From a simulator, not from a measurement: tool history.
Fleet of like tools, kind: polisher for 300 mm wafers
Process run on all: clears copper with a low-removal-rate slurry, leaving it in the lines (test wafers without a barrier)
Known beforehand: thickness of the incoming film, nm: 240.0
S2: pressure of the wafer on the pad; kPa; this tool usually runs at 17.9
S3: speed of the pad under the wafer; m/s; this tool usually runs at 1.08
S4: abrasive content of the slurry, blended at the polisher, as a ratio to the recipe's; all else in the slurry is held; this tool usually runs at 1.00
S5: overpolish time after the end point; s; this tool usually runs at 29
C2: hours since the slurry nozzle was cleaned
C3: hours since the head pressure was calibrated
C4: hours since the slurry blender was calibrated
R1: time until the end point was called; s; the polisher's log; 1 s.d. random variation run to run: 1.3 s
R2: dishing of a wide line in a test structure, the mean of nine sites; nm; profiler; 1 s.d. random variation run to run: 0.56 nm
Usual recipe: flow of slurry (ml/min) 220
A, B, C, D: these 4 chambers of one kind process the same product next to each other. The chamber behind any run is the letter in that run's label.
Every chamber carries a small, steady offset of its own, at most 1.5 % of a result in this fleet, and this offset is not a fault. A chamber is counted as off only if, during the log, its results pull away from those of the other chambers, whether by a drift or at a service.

-- hour=0.7 chamber D: slurry blender recalibrated
run 1B hour=14.6 | flow_of_slurry_(ml/min)=220 S2=17.9 S3=1.08 S4=1.00 S5=29 | wafers_polished_on_this_pad=792 C2=314.5 C3=272.6 C4=275.0 | R1=88.466 R2=37.015
run 2A hour=25.5 | flow_of_slurry_(ml/min)=220 S2=17.9 S3=1.08 S4=1.00 S5=29 | wafers_polished_on_this_pad=1178 C2=74.0 C3=305.8 C4=298.5 | R1=87.545 R2=36.693
-- hour=30.3 chamber B: worn pad replaced by a new one
run 3C hour=37.5 | flow_of_slurry_(ml/min)=220 S2=17.9 S3=1.08 S4=1.00 S5=29 | wafers_polished_on_this_pad=859 C2=438.4 C3=713.0 C4=177.5 | R1=87.176 R2=36.557
-- hour=42.4 chamber C: slurry nozzle cleaned
-- hour=50.7 chamber A: worn pad replaced by a new one
run 4D hour=51.0 | flow_of_slurry_(ml/min)=220 S2=17.9 S3=1.08 S4=1.00 S5=29 | wafers_polished_on_this_pad=1044 C2=146.8 C3=166.3 C4=50.3 | R1=88.041 R2=36.809
run 5C hour=59.2 | flow_of_slurry_(ml/min)=220 S2=17.9 S3=1.08 S4=1.00 S5=29 | wafers_polished_on_this_pad=1039 C2=16.9 C3=734.7 C4=199.2 | R1=88.023 R2=36.976
-- hour=61.3 chamber C: worn pad replaced by a new one
-- hour=66.5 chamber B: slurry nozzle cleaned
-- hour=67.4 chamber D: worn pad replaced by a new one
run 6A hour=70.5 | flow_of_slurry_(ml/min)=220 S2=17.9 S3=1.34 S4=1.25 S5=29 | wafers_polished_on_this_pad=165 C2=119.0 C3=350.8 C4=343.5 | R1=66.977 R2=42.137
run 7B hour=80.3 | flow_of_slurry_(ml/min)=220 S2=17.9 S3=1.34 S4=1.25 S5=29 | wafers_polished_on_this_pad=415 C2=13.9 C3=338.3 C4=340.7 | R1=67.721 R2=43.425
run 8D hour=87.1 | flow_of_slurry_(ml/min)=220 S2=17.9 S3=1.34 S4=1.25 S5=29 | wafers_polished_on_this_pad=164 C2=182.9 C3=202.4 C4=86.4 | R1=67.755 R2=41.738
-- hour=93.5 chamber B: slurry blender recalibrated
run 9C hour=100.2 | flow_of_slurry_(ml/min)=220 S2=17.9 S3=1.34 S4=1.25 S5=29 | wafers_polished_on_this_pad=323 C2=57.9 C3=775.7 C4=240.2 | R1=68.770 R2=40.367
run 10D hour=108.2 | flow_of_slurry_(ml/min)=220 S2=17.9 S3=1.08 S4=1.00 S5=29 | wafers_polished_on_this_pad=339 C2=204.0 C3=223.5 C4=107.5 | R1=88.000 R2=37.324
-- hour=115.8 chamber A: head pressure recalibrated
run 11A hour=116.0 | flow_of_slurry_(ml/min)=220 S2=17.9 S3=1.08 S4=1.00 S5=29 | wafers_polished_on_this_pad=543 C2=164.5 C3=0.2 C4=389.0 | R1=86.010 R2=36.595
run 12B hour=126.3 | flow_of_slurry_(ml/min)=220 S2=17.9 S3=1.08 S4=1.00 S5=29 | wafers_polished_on_this_pad=797 C2=59.9 C3=384.3 C4=32.8 | R1=87.398 R2=36.684
run 13A hour=140.8 | flow_of_slurry_(ml/min)=220 S2=17.9 S3=1.08 S4=0.85 S5=29 | wafers_polished_on_this_pad=749 C2=189.3 C3=25.0 C4=413.8 | R1=94.976 R2=36.436
-- hour=148.2 chamber C: head pressure recalibrated
-- hour=148.6 chamber B: worn pad replaced by a new one
run 14C hour=155.0 | flow_of_slurry_(ml/min)=220 S2=17.9 S3=1.08 S4=0.85 S5=29 | wafers_polished_on_this_pad=779 C2=112.7 C3=6.8 C4=295.0 | R1=100.970 R2=32.924
run 15B hour=163.8 | flow_of_slurry_(ml/min)=220 S2=17.9 S3=1.08 S4=0.85 S5=29 | wafers_polished_on_this_pad=126 C2=97.4 C3=421.8 C4=70.3 | R1=88.569 R2=37.001
run 16D hour=177.8 | flow_of_slurry_(ml/min)=220 S2=17.9 S3=1.08 S4=0.85 S5=29 | wafers_polished_on_this_pad=917 C2=273.6 C3=293.1 C4=177.1 | R1=91.944 R2=36.268
-- hour=179.5 chamber A: slurry blender recalibrated
-- hour=183.5 chamber A: slurry nozzle cleaned
run 17D hour=186.5 | flow_of_slurry_(ml/min)=220 S2=17.9 S3=0.86 S4=1.00 S5=29 | wafers_polished_on_this_pad=990 C2=282.3 C3=301.8 C4=185.8 | R1=110.250 R2=32.165
-- hour=194.3 chamber A: worn pad replaced by a new one
run 18A hour=194.4 | flow_of_slurry_(ml/min)=220 S2=17.9 S3=0.86 S4=1.00 S5=29 | wafers_polished_on_this_pad=1 C2=11.0 C3=78.6 C4=14.9 | R1=109.340 R2=32.474
-- hour=202.6 chamber C: worn pad replaced by a new one
run 19B hour=202.9 | flow_of_slurry_(ml/min)=220 S2=17.9 S3=0.86 S4=1.00 S5=29 | wafers_polished_on_this_pad=451 C2=136.5 C3=460.9 C4=109.4 | R1=111.300 R2=33.063
run 20C hour=211.6 | flow_of_slurry_(ml/min)=220 S2=17.9 S3=0.86 S4=1.00 S5=29 | wafers_polished_on_this_pad=75 C2=169.3 C3=63.4 C4=351.6 | R1=121.080 R2=29.971
-- hour=214.8 chamber D: worn pad replaced by a new one
run 21D hour=222.5 | flow_of_slurry_(ml/min)=220 S2=17.9 S3=1.08 S4=1.00 S5=29 | wafers_polished_on_this_pad=64 C2=318.3 C3=337.8 C4=221.8 | R1=87.372 R2=36.161
run 22C hour=234.4 | flow_of_slurry_(ml/min)=220 S2=17.9 S3=1.08 S4=1.00 S5=29 | wafers_polished_on_this_pad=264 C2=192.1 C3=86.2 C4=374.4 | R1=95.558 R2=33.485
run 23A hour=248.9 | flow_of_slurry_(ml/min)=220 S2=17.9 S3=1.08 S4=1.00 S5=29 | wafers_polished_on_this_pad=454 C2=65.5 C3=133.1 C4=69.4 | R1=87.647 R2=37.933
-- hour=258.8 chamber C: slurry blender recalibrated
run 24B hour=258.9 | flow_of_slurry_(ml/min)=220 S2=17.9 S3=1.08 S4=1.00 S5=29 | wafers_polished_on_this_pad=916 C2=192.5 C3=516.9 C4=165.4 | R1=86.796 R2=37.609
-- hour=263.2 chamber B: worn pad replaced by a new one
run 25B hour=273.8 | flow_of_slurry_(ml/min)=220 S2=17.9 S3=1.08 S4=1.00 S5=19 | wafers_polished_on_this_pad=88 C2=207.4 C3=531.8 C4=180.3 | R1=89.285 R2=29.134
run 26D hour=285.4 | flow_of_slurry_(ml/min)=220 S2=17.9 S3=1.08 S4=1.00 S5=19 | wafers_polished_on_this_pad=586 C2=381.2 C3=400.7 C4=284.7 | R1=88.454 R2=29.187
run 27C hour=297.8 | flow_of_slurry_(ml/min)=220 S2=17.9 S3=1.08 S4=1.00 S5=19 | wafers_polished_on_this_pad=791 C2=255.5 C3=149.6 C4=39.1 | R1=99.872 R2=26.179
run 28A hour=308.3 | flow_of_slurry_(ml/min)=220 S2=17.9 S3=1.08 S4=1.00 S5=19 | wafers_polished_on_this_pad=947 C2=124.9 C3=192.5 C4=128.8 | R1=88.341 R2=28.313
run 29D hour=316.6 | flow_of_slurry_(ml/min)=220 S2=17.9 S3=1.08 S4=1.30 S5=29 | wafers_polished_on_this_pad=845 C2=412.4 C3=431.9 C4=315.9 | R1=81.498 R2=39.275

Which is it: a chamber that has drifted or been left off by a service, a gauge drift common to all chambers, or only each chamber's usual small offset? If a chamber is off, name it and its likeliest cause.

Chamber C has stood off from the others ever since a service on it.
Likeliest cause: head's pressure below its setpoint, % = 11.6.

Which of the 4 candidates below, each the usual settings with something changed and its results left as question marks, puts chamber C back in line with what the other chambers give on the usual settings?
Maximum distance from the other chambers' mean on the usual settings for a result to count as in line: R1 4.500 s; R2 2.000 nm
run 30C-1 hour=327.3 | flow_of_slurry_(ml/min)=220 S2=19.3 S3=1.14 S4=1.00 S5=30 | R1=? R2=?
run 30C-2 hour=327.3 | flow_of_slurry_(ml/min)=220 S2=17.2 S3=1.02 S4=1.00 S5=28 | R1=? R2=?
run 30C-3 hour=327.3 | flow_of_slurry_(ml/min)=220 S2=17.9 S3=1.06 S4=1.00 S5=29 | R1=? R2=?
run 30C-4 hour=327.3 | flow_of_slurry_(ml/min)=220 S2=17.9 S3=1.10 S4=1.00 S5=29 | R1=? R2=?

Average result of the remaining chambers running the usual settings: R1 87.954 s; R2 37.037 nm
run=30C-1 R1=87.349 R2=37.584
run=30C-2 R1=109.110 R2=31.742
run=30C-3 R1=101.030 R2=33.966
run=30C-4 R1=97.382 R2=34.662
It is 30C-1 that realigns the chamber with its peers.

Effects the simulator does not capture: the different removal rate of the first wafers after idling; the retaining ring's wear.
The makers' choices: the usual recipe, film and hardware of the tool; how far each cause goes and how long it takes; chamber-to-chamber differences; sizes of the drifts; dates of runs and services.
